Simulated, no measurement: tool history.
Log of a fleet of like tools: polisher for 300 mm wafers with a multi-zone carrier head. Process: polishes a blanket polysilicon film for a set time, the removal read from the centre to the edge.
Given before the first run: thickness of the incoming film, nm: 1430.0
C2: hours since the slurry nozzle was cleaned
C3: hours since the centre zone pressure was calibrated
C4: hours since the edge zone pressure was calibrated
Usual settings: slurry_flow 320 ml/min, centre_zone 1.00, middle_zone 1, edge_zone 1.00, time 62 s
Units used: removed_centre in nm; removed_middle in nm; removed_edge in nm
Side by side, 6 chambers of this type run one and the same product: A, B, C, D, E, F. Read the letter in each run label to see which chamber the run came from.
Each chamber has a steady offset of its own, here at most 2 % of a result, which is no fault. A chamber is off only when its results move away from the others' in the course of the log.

At hour 0.8: chamber C: centre zone pressure recalibrated.
Run 1C, hour 3.2: usual settings; wafers polished on this pad 168; C2 492.7; C3 2.5; C4 218.6. Result: removed_centre 500.26 nm, removed_middle 496.61 nm, removed_edge 496.30 nm.
Run 2F, hour 6.3: usual settings; wafers polished on this pad 1046; C2 77.5; C3 774.3; C4 900.5. Result: removed_centre 500.53 nm, removed_middle 499.06 nm, removed_edge 491.01 nm.
Run 3E, hour 11.6: usual settings; wafers polished on this pad 115; C2 111.5; C3 79.4; C4 173.4. Result: removed_centre 494.90 nm, removed_middle 494.94 nm, removed_edge 497.93 nm.
Run 4A, hour 17.5: usual settings; wafers polished on this pad 679; C2 256.5; C3 249.2; C4 261.6. Result: removed_centre 493.41 nm, removed_middle 498.09 nm, removed_edge 497.12 nm.
At hour 21.1: chamber F: worn pad replaced by a new one.
Run 5B, hour 21.3: usual settings but centre_zone 1.08; wafers polished on this pad 1027; C2 314.3; C3 186.7; C4 1301.7. Result: removed_centre 532.27 nm, removed_middle 504.50 nm, removed_edge 496.17 nm.
Run 6D, hour 25.1: usual settings but centre_zone 1.08; wafers polished on this pad 1198; C2 527.2; C3 331.6; C4 187.7. Result: removed_centre 538.54 nm, removed_middle 512.47 nm, removed_edge 494.13 nm.
Run 7C, hour 27.7: usual settings but centre_zone 1.08; wafers polished on this pad 386; C2 517.2; C3 27.0; C4 243.1. Result: removed_centre 538.08 nm, removed_middle 501.78 nm, removed_edge 501.12 nm.
Run 8D, hour 32.5: usual settings but centre_zone 1.08; wafers polished on this pad 1264; C2 534.6; C3 339.0; C4 195.1. Result: removed_centre 528.33 nm, removed_middle 503.20 nm, removed_edge 499.97 nm.
Run 9F, hour 36.9: usual settings but centre_zone 1.08; wafers polished on this pad 140; C2 108.1; C3 804.9; C4 931.1. Result: removed_centre 540.49 nm, removed_middle 495.30 nm, removed_edge 500.37 nm.
Run 10A, hour 42.8: usual settings but centre_zone 1.08; wafers polished on this pad 903; C2 281.8; C3 274.5; C4 286.9. Result: removed_centre 538.29 nm, removed_middle 493.44 nm, removed_edge 490.57 nm.
At hour 45.7: chamber D: worn pad replaced by a new one.
Run 11E, hour 48.0: usual settings; wafers polished on this pad 438; C2 147.9; C3 115.8; C4 209.8. Result: removed_centre 490.29 nm, removed_middle 492.02 nm, removed_edge 490.72 nm.
At hour 51.7: chamber B: edge zone pressure recalibrated.
Run 12B, hour 52.7: usual settings; wafers polished on this pad 1305; C2 345.7; C3 218.1; C4 1.1. Result: removed_centre 498.87 nm, removed_middle 499.60 nm, removed_edge 492.85 nm.
Run 13F, hour 56.9: usual settings but edge_zone 0.89; wafers polished on this pad 318; C2 128.1; C3 824.9; C4 951.1. Result: removed_centre 497.57 nm, removed_middle 500.99 nm, removed_edge 466.69 nm.
Run 14B, hour 60.3: usual settings but edge_zone 0.89; wafers polished on this pad 1373; C2 353.3; C3 225.7; C4 8.7. Result: removed_centre 490.85 nm, removed_middle 498.36 nm, removed_edge 475.70 nm.
Run 15C, hour 65.0: usual settings but edge_zone 0.89; wafers polished on this pad 717; C2 554.5; C3 64.3; C4 280.4. Result: removed_centre 496.31 nm, removed_middle 499.61 nm, removed_edge 470.76 nm.
At hour 68.7: chamber C: worn pad replaced by a new one.
Run 16A, hour 68.7: usual settings but edge_zone 0.89; wafers polished on this pad 1133; C2 307.7; C3 300.4; C4 312.8. Result: removed_centre 486.95 nm, removed_middle 490.15 nm, removed_edge 458.08 nm.
At hour 71.4: chamber B: worn pad replaced by a new one.
Run 17D, hour 72.6: usual settings but edge_zone 0.89; wafers polished on this pad 239; C2 574.7; C3 379.1; C4 235.2. Result: removed_centre 490.46 nm, removed_middle 510.97 nm, removed_edge 464.36 nm.
Run 18E, hour 77.8: usual settings but edge_zone 0.89; wafers polished on this pad 703; C2 177.7; C3 145.6; C4 239.6. Result: removed_centre 495.42 nm, removed_middle 495.72 nm, removed_edge 466.86 nm.
Run 19C, hour 80.9: usual settings; wafers polished on this pad 108; C2 570.4; C3 80.2; C4 296.3. Result: removed_centre 492.44 nm, removed_middle 491.75 nm, removed_edge 496.34 nm.
At hour 83.4: chamber A: worn pad replaced by a new one.
At hour 83.7: chamber A: slurry nozzle cleaned.
Run 20D, hour 83.8: usual settings; wafers polished on this pad 338; C2 585.9; C3 390.3; C4 246.4. Result: removed_centre 489.41 nm, removed_middle 502.76 nm, removed_edge 490.54 nm.
At hour 86.0: chamber E: worn pad replaced by a new one.
Run 21A, hour 89.5: usual settings but edge_zone 1.10; wafers polished on this pad 54; C2 5.9; C3 321.2; C4 333.6. Result: removed_centre 498.25 nm, removed_middle 495.83 nm, removed_edge 514.96 nm.
Run 22E, hour 93.3: usual settings but edge_zone 1.10; wafers polished on this pad 64; C2 193.2; C3 161.1; C4 255.1. Result: removed_centre 496.69 nm, removed_middle 492.29 nm, removed_edge 527.04 nm.
Run 23F, hour 96.5: usual settings but edge_zone 1.10; wafers polished on this pad 669; C2 167.7; C3 864.5; C4 990.7. Result: removed_centre 502.26 nm, removed_middle 498.36 nm, removed_edge 521.13 nm.
Run 24B, hour 101.7: usual settings but edge_zone 1.10; wafers polished on this pad 269; C2 394.7; C3 267.1; C4 50.1. Result: removed_centre 493.59 nm, removed_middle 494.92 nm, removed_edge 520.95 nm.
Run 25E, hour 106.6: usual settings but edge_zone 1.10; wafers polished on this pad 183; C2 206.5; C3 174.4; C4 268.4. Result: removed_centre 497.04 nm, removed_middle 490.16 nm, removed_edge 532.58 nm.
Run 26D, hour 111.1: usual settings but edge_zone 1.10; wafers polished on this pad 581; C2 613.2; C3 417.6; C4 273.7. Result: removed_centre 491.03 nm, removed_middle 502.01 nm, removed_edge 516.18 nm.
Run 27B, hour 115.7: usual settings; wafers polished on this pad 394; C2 408.7; C3 281.1; C4 64.1. Result: removed_centre 494.71 nm, removed_middle 496.13 nm, removed_edge 495.27 nm.
Run 28F, hour 120.0: usual settings; wafers polished on this pad 878; C2 191.2; C3 888.0; C4 1014.2. Result: removed_centre 497.79 nm, removed_middle 493.83 nm, removed_edge 491.31 nm.
Run 29C, hour 123.9: usual settings; wafers polished on this pad 490; C2 613.4; C3 123.2; C4 339.3. Result: removed_centre 502.22 nm, removed_middle 490.24 nm, removed_edge 491.60 nm.
Run 30A, hour 127.4: usual settings; wafers polished on this pad 391; C2 43.8; C3 359.1; C4 371.5. Result: removed_centre 494.42 nm, removed_middle 489.76 nm, removed_edge 497.33 nm.
Run 31D, hour 131.1: usual settings; wafers polished on this pad 759; C2 633.2; C3 437.6; C4 293.7. Result: removed_centre 490.68 nm, removed_middle 498.13 nm, removed_edge 496.53 nm.
Run 32C, hour 135.7: usual settings but slurry_flow 390 ml/min, time 53 s; wafers polished on this pad 595; C2 625.2; C3 135.0; C4 351.1. Result: removed_centre 433.26 nm, removed_middle 431.24 nm, removed_edge 432.54 nm.
Run 33E, hour 139.7: usual settings but slurry_flow 390 ml/min, time 53 s; wafers polished on this pad 477; C2 239.6; C3 207.5; C4 301.5. Result: removed_centre 427.19 nm, removed_middle 420.82 nm, removed_edge 424.13 nm.
Run 34A, hour 145.6: usual settings but slurry_flow 390 ml/min, time 53 s; wafers polished on this pad 553; C2 62.0; C3 377.3; C4 389.7. Result: removed_centre 433.29 nm, removed_middle 435.47 nm, removed_edge 420.23 nm.
Run 35F, hour 151.4: usual settings but slurry_flow 390 ml/min, time 53 s; wafers polished on this pad 1157; C2 222.6; C3 919.4; C4 1045.6. Result: removed_centre 433.41 nm, removed_middle 433.44 nm, removed_edge 431.63 nm.
Run 36B, hour 154.4: usual settings but slurry_flow 390 ml/min, time 53 s; wafers polished on this pad 737; C2 447.4; C3 319.8; C4 102.8. Result: removed_centre 431.40 nm, removed_middle 430.71 nm, removed_edge 427.54 nm.
Run 37B, hour 159.7: usual settings but slurry_flow 390 ml/min, time 53 s; wafers polished on this pad 784; C2 452.7; C3 325.1; C4 108.1. Result: removed_centre 431.41 nm, removed_middle 435.24 nm, removed_edge 431.57 nm.
Run 38C, hour 163.4: usual settings; wafers polished on this pad 841; C2 652.9; C3 162.7; C4 378.8. Result: removed_centre 503.42 nm, removed_middle 495.59 nm, removed_edge 497.11 nm.

Predict what each chamber gives when all 6 of them run the settings below next.
Run 39A, hour 167.6: usual settings but centre_zone 1.04. Result: removed_centre ?, removed_middle ?, removed_edge ?.
Run 39B, hour 167.6: usual settings but centre_zone 1.04. Result: removed_centre ?, removed_middle ?, removed_edge ?.
Run 39C, hour 167.6: usual settings but centre_zone 1.04. Result: removed_centre ?, removed_middle ?, removed_edge ?.
Run 39D, hour 167.6: usual settings but centre_zone 1.04. Result: removed_centre ?, removed_middle ?, removed_edge ?.
Run 39E, hour 167.6: usual settings but centre_zone 1.04. Result: removed_centre ?, removed_middle ?, removed_edge ?.
Run 39F, hour 167.6: usual settings but centre_zone 1.04. Result: removed_centre ?, removed_middle ?, removed_edge ?.

run  removed_centre  removed_middle  removed_edge
39A          512.97          501.43        491.20
39B          507.60          498.80        502.17
39C          527.67          500.05        495.80
39D          516.87          507.55        497.73
39E          512.04          496.29        489.62
39F          520.03          494.62        498.74
